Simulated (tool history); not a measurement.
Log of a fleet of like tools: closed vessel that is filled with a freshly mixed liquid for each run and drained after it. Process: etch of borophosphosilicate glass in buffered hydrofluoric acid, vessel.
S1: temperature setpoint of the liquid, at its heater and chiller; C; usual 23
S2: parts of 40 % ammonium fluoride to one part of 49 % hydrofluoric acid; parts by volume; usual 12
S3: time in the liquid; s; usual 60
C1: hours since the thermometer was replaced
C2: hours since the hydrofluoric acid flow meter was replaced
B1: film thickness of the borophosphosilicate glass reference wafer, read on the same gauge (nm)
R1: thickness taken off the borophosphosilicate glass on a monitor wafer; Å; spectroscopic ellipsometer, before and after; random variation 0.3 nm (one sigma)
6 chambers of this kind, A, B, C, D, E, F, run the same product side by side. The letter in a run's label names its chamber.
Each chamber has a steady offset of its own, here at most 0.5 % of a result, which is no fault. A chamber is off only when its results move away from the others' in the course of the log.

run 1C hour=4.8 | S1=23 S2=12 S3=60 | C1=83.4 C2=178 | B1=89.999 | R1=816.06
run 2A hour=8.4 | S1=23 S2=12 S3=60 | C1=714.1 C2=657.2 | B1=90.022 | R1=813.66
run 3D hour=13.4 | S1=23 S2=12 S3=60 | C1=1717.8 C2=845.6 | B1=89.966 | R1=819.23
run 4E hour=17.7 | S1=23 S2=12 S3=60 | C1=1041.1 C2=1064.7 | B1=90.007 | R1=814.87
run 5F hour=21.3 | S1=23 S2=12 S3=30 | C1=531.8 C2=278.6 | B1=89.997 | R1=407.23
run 6B hour=25 | S1=23 S2=12 S3=30 | C1=434.6 C2=1121.1 | B1=89.98 | R1=406.7
run 7C hour=28.1 | S1=23 S2=12 S3=30 | C1=106.7 C2=201.3 | B1=90.051 | R1=405.2
run 8A hour=32.6 | S1=23 S2=12 S3=30 | C1=738.3 C2=681.4 | B1=90.023 | R1=407.56
run 9E hour=37.3 | S1=23 S2=12 S3=30 | C1=1060.7 C2=1084.3 | B1=89.945 | R1=408.01
run 10B hour=40.7 | S1=23 S2=12 S3=30 | C1=450.3 C2=1136.8 | B1=90.034 | R1=405.52
run 11F hour=45.3 | S1=23 S2=12 S3=60 | C1=555.8 C2=302.6 | B1=90.005 | R1=818.52
run 12D hour=48.2 | S1=23 S2=12 S3=60 | C1=1752.6 C2=880.4 | B1=90 | R1=823.69
run 13F hour=51.3 | S1=23 S2=16 S3=35 | C1=561.8 C2=308.6 | B1=89.956 | R1=357.25
run 14A hour=55.1 | S1=23 S2=16 S3=35 | C1=760.8 C2=703.9 | B1=89.974 | R1=358.71
run 15E hour=58.9 | S1=23 S2=16 S3=35 | C1=1082.3 C2=1105.9 | B1=89.956 | R1=358.48
run 16C hour=61.8 | S1=23 S2=16 S3=35 | C1=140.4 C2=235 | B1=89.983 | R1=358.04
run 17B hour=66.2 | S1=23 S2=16 S3=35 | C1=475.8 C2=1162.3 | B1=90.005 | R1=355.47
run 18D hour=71 | S1=23 S2=16 S3=35 | C1=1775.4 C2=903.2 | B1=89.964 | R1=357.28
run 19C hour=75.4 | S1=23 S2=12 S3=60 | C1=154 C2=248.6 | B1=90.01 | R1=812.58
run 20D hour=79.1 | S1=23 S2=10 S3=60 | C1=1783.5 C2=911.3 | B1=89.975 | R1=977.96
run 21B hour=81.9 | S1=23 S2=10 S3=60 | C1=491.5 C2=1178 | B1=89.957 | R1=969.84
run 22A hour=84.2 | S1=23 S2=10 S3=60 | C1=789.9 C2=733 | B1=89.99 | R1=975.91
run 23E hour=89 | S1=23 S2=10 S3=60 | C1=1112.4 C2=1136 | B1=90.029 | R1=973.22
run 24F hour=92.5 | S1=23 S2=10 S3=60 | C1=603 C2=349.8 | B1=89.951 | R1=972.31
run 25C hour=97.2 | S1=23 S2=10 S3=60 | C1=175.8 C2=270.4 | B1=89.994 | R1=968.47
run 26B hour=102.1 | S1=23 S2=12 S3=60 | C1=511.7 C2=1198.2 | B1=90 | R1=807.47
run 27A hour=106.6 | S1=23 S2=12 S3=60 | C1=812.3 C2=755.4 | B1=90.004 | R1=817.6
run 28E hour=111.2 | S1=23 S2=12 S3=60 | C1=1134.6 C2=1158.2 | B1=90.006 | R1=812.56
run 29F hour=114.1 | S1=23 S2=12 S3=60 | C1=624.6 C2=371.4 | B1=89.996 | R1=818.4
run 30D hour=116.9 | S1=23 S2=12 S3=60 | C1=1821.3 C2=949.1 | B1=89.98 | R1=813.65
run 31C hour=119.7 | S1=23 S2=12 S3=60 | C1=198.3 C2=292.9 | B1=89.966 | R1=812.64
run 32D hour=123.9 | S1=23 S2=12 S3=60 | C1=1828.3 C2=956.1 | B1=90.01 | R1=820.02
run 33B hour=127.7 | S1=18.5 S2=9 S3=60 | C1=537.3 C2=1223.8 | B1=90.002 | R1=815.45
run 34E hour=131.2 | S1=18.5 S2=9 S3=60 | C1=1154.6 C2=1178.2 | B1=90.029 | R1=813.44
run 35F hour=135.9 | S1=18.5 S2=9 S3=60 | C1=646.4 C2=393.2 | B1=90.006 | R1=819.09
run 36A hour=139.2 | S1=18.5 S2=9 S3=60 | C1=844.9 C2=788 | B1=90.059 | R1=818.34
run 37E hour=142.2 | S1=18.5 S2=9 S3=60 | C1=1165.6 C2=1189.2 | B1=89.992 | R1=808.59

All 6 chambers run these settings next. Forecast each chamber's results:
run 38A hour=145.9 | S1=23 S2=12 S3=60 | R1=?
run 38B hour=145.9 | S1=23 S2=12 S3=60 | R1=?
run 38C hour=145.9 | S1=23 S2=12 S3=60 | R1=?
run 38D hour=145.9 | S1=23 S2=12 S3=60 | R1=?
run 38E hour=145.9 | S1=23 S2=12 S3=60 | R1=?
run 38F hour=145.9 | S1=23 S2=12 S3=60 | R1=?

run=38A R1=815.8
run=38B R1=811.29
run=38C R1=811.11
run=38D R1=819.24
run=38E R1=818.23
run=38F R1=816.7
